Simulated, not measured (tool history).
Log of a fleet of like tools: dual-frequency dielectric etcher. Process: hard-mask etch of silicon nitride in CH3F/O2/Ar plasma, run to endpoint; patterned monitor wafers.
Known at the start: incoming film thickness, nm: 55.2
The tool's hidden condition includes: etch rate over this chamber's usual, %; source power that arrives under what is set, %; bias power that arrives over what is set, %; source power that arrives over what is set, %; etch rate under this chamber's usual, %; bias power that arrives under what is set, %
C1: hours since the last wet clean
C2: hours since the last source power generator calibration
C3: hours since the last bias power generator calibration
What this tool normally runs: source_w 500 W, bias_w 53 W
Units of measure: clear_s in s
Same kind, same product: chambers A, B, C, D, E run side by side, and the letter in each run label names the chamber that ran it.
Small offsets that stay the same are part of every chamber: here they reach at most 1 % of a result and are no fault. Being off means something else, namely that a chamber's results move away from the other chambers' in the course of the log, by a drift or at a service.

run 1E hour=11.8 | source_w=500 bias_w=53 | C1=95.7 C2=3857 C3=2030.8 | clear_s=81.406
run 2D hour=23.2 | source_w=500 bias_w=53 | C1=322 C2=3290.4 C3=1487.2 | clear_s=81.014
run 3C hour=31.1 | source_w=500 bias_w=53 | C1=385.8 C2=543 C3=1907 | clear_s=80.76
run 4A hour=39.8 | source_w=500 bias_w=53 | C1=86.2 C2=1514.1 C3=661.1 | clear_s=82.347
-- hour=40.8 chamber D: wet clean of the chamber
run 5B hour=49.6 | source_w=500 bias_w=53 | C1=536.8 C2=1212.4 C3=114.4 | clear_s=80.778
run 6E hour=59 | source_w=590 bias_w=53 | C1=142.9 C2=3904.2 C3=2078 | clear_s=76.222
run 7C hour=65.2 | source_w=590 bias_w=53 | C1=419.9 C2=577.1 C3=1941.1 | clear_s=75.258
run 8D hour=71.7 | source_w=590 bias_w=53 | C1=31 C2=3338.9 C3=1535.7 | clear_s=75.532
-- hour=82.4 chamber B: wet clean of the chamber
run 9A hour=82.6 | source_w=590 bias_w=53 | C1=129 C2=1556.9 C3=703.9 | clear_s=76.27
run 10B hour=89.3 | source_w=590 bias_w=53 | C1=6.9 C2=1252.1 C3=154.1 | clear_s=75.464
run 11B hour=99.4 | source_w=500 bias_w=53 | C1=17 C2=1262.2 C3=164.2 | clear_s=81.069
run 12C hour=106.7 | source_w=500 bias_w=53 | C1=461.4 C2=618.6 C3=1982.6 | clear_s=80.207
run 13A hour=116.8 | source_w=500 bias_w=59 | C1=163.2 C2=1591.1 C3=738.1 | clear_s=78.304
run 14D hour=122.2 | source_w=500 bias_w=59 | C1=81.5 C2=3389.4 C3=1586.2 | clear_s=78.279
run 15E hour=130.8 | source_w=500 bias_w=59 | C1=214.7 C2=3976 C3=2149.8 | clear_s=79.352
run 16C hour=140 | source_w=500 bias_w=59 | C1=494.7 C2=651.9 C3=2015.9 | clear_s=77.649
run 17B hour=148.2 | source_w=500 bias_w=59 | C1=65.8 C2=1311 C3=213 | clear_s=78.189
-- hour=150.1 chamber C: wet clean of the chamber
run 18D hour=155.8 | source_w=500 bias_w=53 | C1=115.1 C2=3423 C3=1619.8 | clear_s=81.268
run 19A hour=165.9 | source_w=540 bias_w=53 | C1=212.3 C2=1640.2 C3=787.2 | clear_s=79.376
run 20E hour=175.9 | source_w=540 bias_w=53 | C1=259.8 C2=4021.1 C3=2194.9 | clear_s=79.18
run 21B hour=183.8 | source_w=540 bias_w=53 | C1=101.4 C2=1346.6 C3=248.6 | clear_s=78.235
run 22E hour=194.1 | source_w=540 bias_w=53 | C1=278 C2=4039.3 C3=2213.1 | clear_s=79.367
run 23C hour=201 | source_w=540 bias_w=53 | C1=50.9 C2=712.9 C3=2076.9 | clear_s=82.103
run 24A hour=210.2 | source_w=500 bias_w=53 | C1=256.6 C2=1684.5 C3=831.5 | clear_s=81.516
run 25D hour=218 | source_w=500 bias_w=53 | C1=177.3 C2=3485.2 C3=1682 | clear_s=80.435
run 26A hour=223.7 | source_w=500 bias_w=53 | C1=270.1 C2=1698 C3=845 | clear_s=81.762
run 27B hour=234.7 | source_w=500 bias_w=53 | C1=152.3 C2=1397.5 C3=299.5 | clear_s=80.761
run 28D hour=239.8 | source_w=500 bias_w=53 | C1=199.1 C2=3507 C3=1703.8 | clear_s=80.998
run 29C hour=247.4 | source_w=500 bias_w=53 | C1=97.3 C2=759.3 C3=2123.3 | clear_s=84.655
run 30E hour=253.9 | source_w=500 bias_w=53 | C1=337.8 C2=4099.1 C3=2272.9 | clear_s=81.6
run 31A hour=259.3 | source_w=500 bias_w=53 | C1=305.7 C2=1733.6 C3=880.6 | clear_s=81.472
run 32C hour=264.7 | source_w=500 bias_w=53 | C1=114.6 C2=776.6 C3=2140.6 | clear_s=85.234
run 33B hour=271.2 | source_w=500 bias_w=53 | C1=188.8 C2=1434 C3=336 | clear_s=80.739
run 34E hour=281.1 | source_w=500 bias_w=53 | C1=365 C2=4126.3 C3=2300.1 | clear_s=81.69

Next, all 5 chambers run the settings below, one line each with question marks for the results. What does each chamber give?
run 35A hour=289.5 | source_w=610 bias_w=53 | clear_s=?
run 35B hour=289.5 | source_w=610 bias_w=53 | clear_s=?
run 35C hour=289.5 | source_w=610 bias_w=53 | clear_s=?
run 35D hour=289.5 | source_w=610 bias_w=53 | clear_s=?
run 35E hour=289.5 | source_w=610 bias_w=53 | clear_s=?

run=35A clear_s=75.57
run=35B clear_s=74.671
run=35C clear_s=78.285
run=35D clear_s=74.995
run=35E clear_s=75.127
